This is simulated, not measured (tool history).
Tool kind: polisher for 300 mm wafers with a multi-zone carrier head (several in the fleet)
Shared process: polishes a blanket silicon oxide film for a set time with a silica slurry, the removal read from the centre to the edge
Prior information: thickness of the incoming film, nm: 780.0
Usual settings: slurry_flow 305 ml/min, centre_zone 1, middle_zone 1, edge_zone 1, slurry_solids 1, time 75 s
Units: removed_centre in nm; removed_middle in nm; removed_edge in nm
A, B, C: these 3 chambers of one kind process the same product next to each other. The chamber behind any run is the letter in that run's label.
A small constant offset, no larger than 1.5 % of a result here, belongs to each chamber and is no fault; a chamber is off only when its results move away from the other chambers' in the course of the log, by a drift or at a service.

run,hour,slurry_flow,centre_zone,middle_zone,edge_zone,slurry_solids,time,wafers polished on this pad,hours since the slurry nozzle was cleaned,hours since the centre zone pressure was calibrated,hours since the edge zone pressure was calibrated,removed_centre,removed_middle,removed_edge
1C,4.3,305,1,1,1,1,75,539,353,252,773.6,162.67,165.92,163.01
2A,8,305,1,1,1,1,75,481,389.1,284.6,382.8,169.45,163.02,165.18
3B,11.3,305,1,1,1,1,75,1158,197,895,99.1,161.32,165.88,167.42
4B,13.3,305,1,1,1,1,75,1181,199,897,101.1,164.31,164.18,171.05
5A,17.6,305,0.89,1,1,1,75,594,398.7,294.2,392.4,146.58,166.31,162.75
6C,20.2,305,0.89,1,1,1,75,726,368.9,267.9,789.5,147.7,163.61,161.37
7C,24,305,0.89,1,1,1,75,771,372.7,271.7,793.3,142.74,164.09,163.04
# hour 24.2: chamber B: worn pad replaced by a new one
8B,27.9,305,1,1,1,1,75,43,213.6,911.6,115.7,162.65,167.22,164.93
# hour 28.3: chamber A: slurry nozzle cleaned
9A,32.2,305,1,1,1,1,75,766,4,308.8,407,170.22,164.35,163.22
10B,36.2,305,1.11,1.08,1,1,75,141,221.9,919.9,124,179.86,177.93,162.39
11A,40.1,305,1.11,1.08,1,1,75,859,11.9,316.7,414.9,186.1,180.2,164.58
12C,42.2,305,1.11,1.08,1,1,75,985,390.9,289.9,811.5,176.46,170.77,157.72
13A,44.3,305,1,1,1,1,75,909,16.1,320.9,419.1,167.06,163.08,167.38
14C,46.7,305,1,1,1,1,75,1038,395.4,294.4,816,154.66,152.51,152.15
15B,49,305,1,1,1,1,75,292,234.7,932.7,136.8,162.48,162.71,163.49
16C,51.9,305,1,1,1,1,75,1099,400.6,299.6,821.2,150.9,156.55,154.95
17B,54,225,1,1,1,1,51,351,239.7,937.7,141.8,109.55,109.56,109.93
18A,58.3,225,1,1,1,1,51,1074,30.1,334.9,433.1,107.2,106.73,106.12
19C,61.7,225,1,1,1,1,51,1215,410.4,309.4,831,97.954,99.277,100.67
20A,63.7,305,1,1,1,1,75,1137,35.5,340.3,438.5,168.34,165.59,163.74
21B,66.2,305,1,1,1,1,75,494,251.9,949.9,154,163.03,164.08,167.23
22B,70.2,305,1,1,1,1,75,541,255.9,953.9,158,162.39,164.55,168.85
23A,73.8,305,1,1,1,1,75,1256,45.6,350.4,448.6,165.72,163.11,164.79
24C,77.2,305,1,1,1,1,75,1397,425.9,324.9,846.5,146.51,146.38,149.4
25A,80.8,305,1,1,1,1,75,1339,52.6,357.4,455.6,166.76,165.56,163.3
26B,83.2,305,1,1,1,1,75,695,268.9,966.9,171,158.37,165.75,166.7
# hour 84.6: chamber C: centre zone pressure recalibrated
27C,86.7,305,1,1,1,1,75,1509,435.4,2.2,856,144.23,147.67,144.99
# hour 86.9: chamber A: worn pad replaced by a new one
28A,88.6,305,1,1,1,1,75,20,60.4,365.2,463.4,164.41,161.93,163.11
29C,92.7,305,1,1,1,1,75,1580,441.4,8.2,862,143.57,139.45,142.2

One chamber off, gauge drift, or nothing amiss beyond the chambers' own small offsets? If it is a chamber, which one, and what is the likeliest cause?

Chamber C drifts away from the others.
Most likely cause: removal rate lost through wear of the pad, % = 13.9.

Chamber C could run next with any of the 4 candidate recipes listed below; each alters the usual settings, and their results appear as question marks. Which one brings its results back in line with what the other chambers deliver on the usual settings?
Allowed miss from the other chambers' usual-settings mean, per result, to count as in line: removed_centre 7.2 nm; removed_middle 8 nm; removed_edge 7.8 nm
30C-1,95.7,300,1.01,0.99,0.99,0.9,58,,,,,?,?,?
30C-2,95.7,300,1,1,1,0.95,67,,,,,?,?,?
30C-3,95.7,310,0.99,1.01,1.01,1.05,85,,,,,?,?,?
30C-4,95.7,310,0.99,1.02,1.01,1.1,96,,,,,?,?,?

The mean the other chambers reach with the usual settings: removed_centre 164.11 nm; removed_middle 164.87 nm; removed_edge 165.07 nm
run,removed_centre,removed_middle,removed_edge
30C-1,105.49,102.43,103.98
30C-2,123.73,122.55,123.89
30C-3,163.16,164.79,165.8
30C-4,188.1,191.68,191.11
It is 30C-3 that realigns the chamber with its peers.
